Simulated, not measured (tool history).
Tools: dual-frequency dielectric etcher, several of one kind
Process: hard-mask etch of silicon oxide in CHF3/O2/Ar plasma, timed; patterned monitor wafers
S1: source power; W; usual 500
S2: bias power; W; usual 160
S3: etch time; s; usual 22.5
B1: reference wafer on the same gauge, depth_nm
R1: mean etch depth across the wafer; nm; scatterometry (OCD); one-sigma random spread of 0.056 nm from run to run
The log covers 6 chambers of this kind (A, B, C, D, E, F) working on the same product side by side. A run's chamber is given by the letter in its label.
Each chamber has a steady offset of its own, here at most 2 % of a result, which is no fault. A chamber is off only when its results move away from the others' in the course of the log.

Run 1C, hour 4.3: usual settings; B1 45.884. Result: R1 39.499 nm.
Run 2E, hour 9.1: usual settings; B1 45.897. Result: R1 40.037 nm.
Run 3A, hour 14: usual settings; B1 45.932. Result: R1 40.649 nm.
Run 4D, hour 20.1: usual settings; B1 45.913. Result: R1 39.885 nm.
Run 5F, hour 25.3: usual settings; B1 45.941. Result: R1 39.834 nm.
Run 6B, hour 29.6: usual settings; B1 45.954. Result: R1 40.214 nm.
Run 7C, hour 36.1: usual settings; B1 45.938. Result: R1 39.664 nm.
Run 8D, hour 40.8: usual settings; B1 45.931. Result: R1 40.006 nm.
Run 9A, hour 45.2: usual settings; B1 45.941. Result: R1 40.69 nm.
Run 10F, hour 49.9: usual settings but S1 550 W, S2 124 W; B1 45.958. Result: R1 38.107 nm.
Run 11E, hour 57.5: usual settings but S1 550 W, S2 124 W; B1 45.961. Result: R1 38.334 nm.
Run 12B, hour 62.1: usual settings but S1 550 W, S2 124 W; B1 45.968. Result: R1 38.476 nm.
Run 13B, hour 66.7: usual settings but S1 550 W, S2 124 W; B1 45.976. Result: R1 38.432 nm.
Run 14A, hour 72.3: usual settings but S1 550 W, S2 124 W; B1 45.974. Result: R1 38.788 nm.
Run 15F, hour 79.7: usual settings but S1 550 W, S2 124 W; B1 45.974. Result: R1 38.099 nm.
Run 16D, hour 83.6: usual settings but S2 181 W, S3 17.5 s; B1 45.983. Result: R1 32.399 nm.
Run 17E, hour 91.2: usual settings but S2 181 W, S3 17.5 s; B1 46.005. Result: R1 32.54 nm.
Run 18C, hour 95.8: usual settings but S2 181 W, S3 17.5 s; B1 46.008. Result: R1 32.239 nm.
Run 19B, hour 103.1: usual settings but S2 181 W, S3 17.5 s; B1 46.006. Result: R1 32.718 nm.
Run 20E, hour 108.6: usual settings but S2 181 W, S3 17.5 s; B1 46.018. Result: R1 32.564 nm.
Run 21C, hour 116.3: usual settings but S2 181 W, S3 17.5 s; B1 46.023. Result: R1 32.103 nm.
Run 22A, hour 121.3: usual settings; B1 46.017. Result: R1 40.767 nm.
Run 23D, hour 127.4: usual settings; B1 46.048. Result: R1 40.12 nm.
Run 24F, hour 134.5: usual settings; B1 46.052. Result: R1 39.831 nm.
Run 25B, hour 138.7: usual settings; B1 46.052. Result: R1 40.249 nm.
Run 26E, hour 145.8: usual settings; B1 46.048. Result: R1 40.165 nm.
Run 27C, hour 152.2: usual settings; B1 46.067. Result: R1 39.758 nm.
Run 28D, hour 159.1: usual settings; B1 46.066. Result: R1 40.151 nm.
Run 29A, hour 164.8: usual settings; B1 46.085. Result: R1 40.793 nm.
At hour 171: chamber D: wet clean of the chamber.
Run 30F, hour 172.8: usual settings; B1 46.08. Result: R1 40.11 nm.
Run 31B, hour 179: usual settings; B1 46.091. Result: R1 40.288 nm.
Run 32F, hour 184.1: usual settings; B1 46.087. Result: R1 39.983 nm.
At hour 185.8: chamber A: wet clean of the chamber.
Run 33E, hour 189.4: usual settings; B1 46.115. Result: R1 40.184 nm.
Run 34D, hour 197.1: usual settings; B1 46.118. Result: R1 40.161 nm.
Run 35A, hour 201: usual settings; B1 46.107. Result: R1 40.774 nm.
Run 36C, hour 208.4: usual settings; B1 46.121. Result: R1 39.767 nm.
Run 37C, hour 214.6: usual settings; B1 46.133. Result: R1 39.896 nm.
Run 38D, hour 218.3: usual settings; B1 46.145. Result: R1 40.115 nm.
Run 39E, hour 224.2: usual settings; B1 46.143. Result: R1 40.107 nm.
Run 40B, hour 230.2: usual settings; B1 46.136. Result: R1 40.387 nm.
Run 41F, hour 234.8: usual settings but S1 400 W, S3 17 s; B1 46.149. Result: R1 27.766 nm.
Run 42A, hour 240: usual settings but S1 400 W, S3 17 s; B1 46.148. Result: R1 28.396 nm.

Has any chamber moved away from the others, gradually or after a service, or does the common gauge drift, or do the chambers differ only by their own small steady offsets? State the chamber and the most likely cause if one applies.

The gauge drifts, so all chambers seem to drift together. No chamber is off.
Most likely cause: gauge reads high (%) = 0.579.
